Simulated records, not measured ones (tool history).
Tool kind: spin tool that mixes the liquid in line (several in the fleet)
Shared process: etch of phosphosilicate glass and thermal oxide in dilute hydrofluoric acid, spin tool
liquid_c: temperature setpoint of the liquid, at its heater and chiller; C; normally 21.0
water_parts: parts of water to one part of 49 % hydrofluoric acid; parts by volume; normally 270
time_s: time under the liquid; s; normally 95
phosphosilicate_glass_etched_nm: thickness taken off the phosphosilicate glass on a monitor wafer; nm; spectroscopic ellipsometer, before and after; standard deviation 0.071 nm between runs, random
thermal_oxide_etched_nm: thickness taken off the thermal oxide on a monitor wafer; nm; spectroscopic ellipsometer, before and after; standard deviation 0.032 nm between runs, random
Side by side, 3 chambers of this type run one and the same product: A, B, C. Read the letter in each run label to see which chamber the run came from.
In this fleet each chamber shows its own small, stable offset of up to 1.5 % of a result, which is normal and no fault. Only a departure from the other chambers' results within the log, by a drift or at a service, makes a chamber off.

run	hour	liquid_c	water_parts	time_s	hours since the thermometer was replaced	hours since the hydrofluoric acid flow meter was replaced	read-back film thickness of the phosphosilicate glass reference wafer, read on the same gauge (nm)	read-back film thickness of the thermal oxide reference wafer, read on the same gauge (nm)	phosphosilicate_glass_etched_nm	thermal_oxide_etched_nm
1C	7.1	21.0	270	95	129.1	581.7	29.942	80.065	15.806	1.19840
2A	17.8	21.0	270	95	924.2	1255.0	29.995	79.977	15.577	1.25420
3B	30.0	21.0	270	95	1121.7	911.7	29.988	80.007	15.571	1.24150
# hour 31.5: chamber B: thermometer replaced
4A	36.9	21.0	270	95	943.3	1274.1	29.979	79.992	15.522	1.27600
5B	47.4	21.0	270	95	16.0	929.1	29.962	80.020	15.631	1.23850
6C	61.5	21.0	270	95	183.5	636.1	29.989	80.000	15.676	1.24600
7C	75.2	21.0	270	95	197.2	649.8	30.009	80.031	15.836	1.26500
8A	89.2	21.0	270	95	995.6	1326.4	29.936	79.983	15.603	1.30730
9B	96.0	21.0	270	95	64.6	977.7	29.949	80.026	15.692	1.27920
10C	107.9	21.0	270	95	229.9	682.5	30.000	79.999	15.882	1.23160
11A	115.1	21.0	270	115	1021.5	1352.3	30.034	79.998	18.998	1.52200
12B	123.5	21.0	270	115	92.1	1005.2	30.019	79.985	18.866	1.47540
13A	138.8	21.0	270	115	1045.2	1376.0	29.983	80.006	18.911	1.54220
14B	152.2	21.0	270	95	120.8	1033.9	29.977	80.000	15.658	1.25730
15C	164.0	21.0	270	95	286.0	738.6	29.971	80.017	15.875	1.17480
16B	178.2	21.0	270	95	146.8	1059.9	30.006	80.021	15.769	1.21860
17A	193.4	21.0	270	95	1099.8	1430.6	30.016	79.984	15.624	1.24080
18C	203.9	21.0	270	120	325.9	778.5	29.977	80.057	19.989	1.56430
19A	211.4	21.0	270	120	1117.8	1448.6	29.982	79.991	19.819	1.60350
20B	224.9	21.0	270	120	193.5	1106.6	30.000	80.002	19.752	1.62260
21C	236.4	21.0	270	95	358.4	811.0	30.023	80.007	15.865	1.18730
22B	244.4	21.0	270	95	213.0	1126.1	30.013	79.972	15.608	1.28870
23A	255.4	23.0	270	95	1161.8	1492.6	30.001	79.979	16.852	1.31070
24C	263.2	23.0	270	95	385.2	837.8	29.968	80.008	16.987	1.30700
# hour 266.5: chamber B: hydrofluoric acid flow meter replaced
25A	270.3	23.0	270	95	1176.7	1507.5	30.036	79.998	16.799	1.41380
26C	278.5	21.0	270	95	400.5	853.1	30.066	80.043	15.781	1.27020
27B	288.8	21.0	150	115	257.4	22.4	29.927	79.993	38.429	2.98930
28B	298.3	21.0	150	115	266.9	31.9	29.986	79.969	38.434	3.00670
29A	310.8	21.0	150	115	1217.2	1548.0	30.014	80.029	38.332	3.09390
30C	324.4	23.0	270	95	446.4	899.0	30.037	80.014	17.017	1.30870
31A	338.5	23.0	270	95	1244.9	1575.7	30.026	80.046	16.864	1.39890
32B	345.4	23.0	270	95	314.0	79.0	29.988	80.014	16.879	1.30460
33C	354.0	21.0	270	95	476.0	928.6	30.020	80.024	15.856	1.27290
34A	363.0	21.0	340	95	1269.4	1600.2	29.983	79.963	11.629	0.93188
35C	373.9	21.0	340	95	495.9	948.5	29.966	79.977	11.746	0.95070
36B	385.5	21.0	340	95	354.1	119.1	30.017	79.992	11.713	0.88340
37A	397.3	21.0	270	95	1303.7	1634.5	29.968	80.070	15.588	1.24910
38B	404.1	21.0	270	95	372.7	137.7	29.948	80.001	15.537	1.26360
39C	418.8	21.0	270	95	540.8	993.4	29.988	80.001	15.852	1.24930
40A	429.2	21.0	365	95	1335.6	1666.4	30.029	79.976	10.744	0.88124
41B	441.2	21.0	365	95	409.8	174.8	29.941	79.964	10.711	0.86030
42C	451.6	21.0	365	95	573.6	1026.2	29.995	79.991	10.682	0.82825
43B	459.9	21.0	270	95	428.5	193.5	30.017	80.016	15.640	1.27350
44A	471.0	21.0	270	95	1377.4	1708.2	29.964	79.981	15.655	1.27380

Is one chamber out of step, is the gauge drifting, or do the chambers differ by no more than their own small offsets? For an off chamber, give its letter and the likeliest cause.

Beyond each chamber's small constant offset nothing stands out, and the gauge stays steady.
